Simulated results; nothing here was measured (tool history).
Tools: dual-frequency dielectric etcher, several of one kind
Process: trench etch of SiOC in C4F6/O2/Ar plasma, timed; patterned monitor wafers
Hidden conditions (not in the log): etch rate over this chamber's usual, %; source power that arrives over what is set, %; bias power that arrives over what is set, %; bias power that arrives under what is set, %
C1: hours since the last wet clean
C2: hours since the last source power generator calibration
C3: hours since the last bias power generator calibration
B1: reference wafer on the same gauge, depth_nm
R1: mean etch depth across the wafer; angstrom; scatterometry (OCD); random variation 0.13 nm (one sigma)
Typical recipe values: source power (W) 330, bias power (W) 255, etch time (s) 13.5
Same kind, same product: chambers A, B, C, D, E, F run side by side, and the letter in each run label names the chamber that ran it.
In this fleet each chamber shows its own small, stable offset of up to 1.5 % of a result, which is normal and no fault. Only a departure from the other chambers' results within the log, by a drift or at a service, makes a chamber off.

Run 1E, hour 5.7: usual settings; C1 344.7; C2 548.9; C3 2388.8; B1 29.395. Result: R1 290.21 angstrom.
Run 2A, hour 13.7: usual settings; C1 424.5; C2 809.9; C3 165.6; B1 29.409. Result: R1 287.38 angstrom.
Run 3D, hour 20.1: usual settings; C1 258.2; C2 310.9; C3 1169.6; B1 29.419. Result: R1 289.4 angstrom.
Run 4F, hour 25.7: usual settings; C1 98.8; C2 635.1; C3 2633.4; B1 29.412. Result: R1 296.47 angstrom.
At hour 27.8: chamber E: wet clean of the chamber.
Run 5C, hour 37.6: usual settings; C1 243.5; C2 2611.1; C3 754.1; B1 29.444. Result: R1 294.48 angstrom.
Run 6B, hour 48: usual settings but bias power (W) 290; C1 289.8; C2 561.1; C3 1800.6; B1 29.423. Result: R1 302.23 angstrom.
Run 7A, hour 58.6: usual settings but bias power (W) 290; C1 469.4; C2 854.8; C3 210.5; B1 29.382. Result: R1 302.94 angstrom.
Run 8E, hour 70: usual settings but bias power (W) 290; C1 42.3; C2 613.2; C3 2453.1; B1 29.45. Result: R1 305.84 angstrom.
Run 9D, hour 78.4: usual settings but bias power (W) 290; C1 316.5; C2 369.2; C3 1227.9; B1 29.441. Result: R1 305.44 angstrom.
Run 10C, hour 89.6: usual settings but bias power (W) 290; C1 295.5; C2 2663.1; C3 806.1; B1 29.416. Result: R1 306.98 angstrom.
Run 11F, hour 101.2: usual settings but bias power (W) 290; C1 174.3; C2 710.6; C3 2708.9; B1 29.377. Result: R1 307.25 angstrom.
Run 12B, hour 107.4: usual settings; C1 349.2; C2 620.5; C3 1860; B1 29.399. Result: R1 292.95 angstrom.
Run 13E, hour 113.6: usual settings; C1 85.9; C2 656.8; C3 2496.7; B1 29.402. Result: R1 288.99 angstrom.
Run 14B, hour 123.5: usual settings; C1 365.3; C2 636.6; C3 1876.1; B1 29.354. Result: R1 295.2 angstrom.
Run 15A, hour 134.8: usual settings; C1 545.6; C2 931; C3 286.7; B1 29.435. Result: R1 292.36 angstrom.
Run 16F, hour 141: usual settings; C1 214.1; C2 750.4; C3 2748.7; B1 29.409. Result: R1 297.22 angstrom.
Run 17D, hour 151: usual settings but bias power (W) 317, etch time (s) 16.5; C1 389.1; C2 441.8; C3 1300.5; B1 29.381. Result: R1 379.87 angstrom.
Run 18C, hour 157.8: usual settings but bias power (W) 317, etch time (s) 16.5; C1 363.7; C2 2731.3; C3 874.3; B1 29.372. Result: R1 387.38 angstrom.
At hour 163.5: chamber A: wet clean of the chamber.
Run 19E, hour 169.3: usual settings but bias power (W) 317, etch time (s) 16.5; C1 141.6; C2 712.5; C3 2552.4; B1 29.364. Result: R1 384.42 angstrom.
Run 20C, hour 180.8: usual settings but bias power (W) 317, etch time (s) 16.5; C1 386.7; C2 2754.3; C3 897.3; B1 29.427. Result: R1 389.23 angstrom.
Run 21A, hour 187.6: usual settings but bias power (W) 317, etch time (s) 16.5; C1 24.1; C2 983.8; C3 339.5; B1 29.355. Result: R1 381.43 angstrom.
Run 22D, hour 193.5: usual settings but bias power (W) 317, etch time (s) 16.5; C1 431.6; C2 484.3; C3 1343; B1 29.388. Result: R1 384.7 angstrom.
Run 23B, hour 203.7: usual settings; C1 445.5; C2 716.8; C3 1956.3; B1 29.403. Result: R1 295.54 angstrom.
Run 24F, hour 212.5: usual settings; C1 285.6; C2 821.9; C3 2820.2; B1 29.4. Result: R1 293.11 angstrom.
Run 25A, hour 217.9: usual settings; C1 54.4; C2 1014.1; C3 369.8; B1 29.368. Result: R1 290.01 angstrom.
Run 26B, hour 225.7: usual settings; C1 467.5; C2 738.8; C3 1978.3; B1 29.406. Result: R1 298.78 angstrom.
Run 27D, hour 237.4: usual settings; C1 475.5; C2 528.2; C3 1386.9; B1 29.39. Result: R1 289.85 angstrom.
Run 28F, hour 249.1: usual settings; C1 322.2; C2 858.5; C3 2856.8; B1 29.384. Result: R1 297.29 angstrom.
At hour 255.4: chamber F: wet clean of the chamber.
Run 29C, hour 257.1: usual settings; C1 463; C2 2830.6; C3 973.6; B1 29.397. Result: R1 295.42 angstrom.
At hour 257.4: chamber D: wet clean of the chamber.
Run 30E, hour 265.8: usual settings; C1 238.1; C2 809; C3 2648.9; B1 29.403. Result: R1 291.92 angstrom.
Run 31B, hour 272: usual settings; C1 513.8; C2 785.1; C3 2024.6; B1 29.373. Result: R1 300.61 angstrom.
Run 32A, hour 281.6: usual settings; C1 118.1; C2 1077.8; C3 433.5; B1 29.383. Result: R1 289.29 angstrom.
Run 33D, hour 288.6: usual settings; C1 31.3; C2 579.4; C3 1438.1; B1 29.377. Result: R1 287.89 angstrom.
Run 34C, hour 298.8: usual settings; C1 504.7; C2 2872.3; C3 1015.3; B1 29.419. Result: R1 293.69 angstrom.
Run 35E, hour 311: usual settings; C1 283.3; C2 854.2; C3 2694.1; B1 29.414. Result: R1 290.32 angstrom.
Run 36F, hour 322.5: usual settings; C1 67.1; C2 931.9; C3 2930.2; B1 29.393. Result: R1 296.94 angstrom.
Run 37F, hour 332.5: usual settings; C1 77.1; C2 941.9; C3 2940.2; B1 29.396. Result: R1 292.55 angstrom.
Run 38B, hour 339.8: usual settings; C1 581.6; C2 852.9; C3 2092.4; B1 29.397. Result: R1 305.52 angstrom.

For the next run the whole fleet of 6 chambers uses the same settings. Give each chamber's results:
Run 39A, hour 348.6: usual settings. Result: R1 ?.
Run 39B, hour 348.6: usual settings. Result: R1 ?.
Run 39C, hour 348.6: usual settings. Result: R1 ?.
Run 39D, hour 348.6: usual settings. Result: R1 ?.
Run 39E, hour 348.6: usual settings. Result: R1 ?.
Run 39F, hour 348.6: usual settings. Result: R1 ?.

run      R1
39A  289.81
39B  305.04
39C  295.72
39D  290.38
39E  291.16
39F  293.65

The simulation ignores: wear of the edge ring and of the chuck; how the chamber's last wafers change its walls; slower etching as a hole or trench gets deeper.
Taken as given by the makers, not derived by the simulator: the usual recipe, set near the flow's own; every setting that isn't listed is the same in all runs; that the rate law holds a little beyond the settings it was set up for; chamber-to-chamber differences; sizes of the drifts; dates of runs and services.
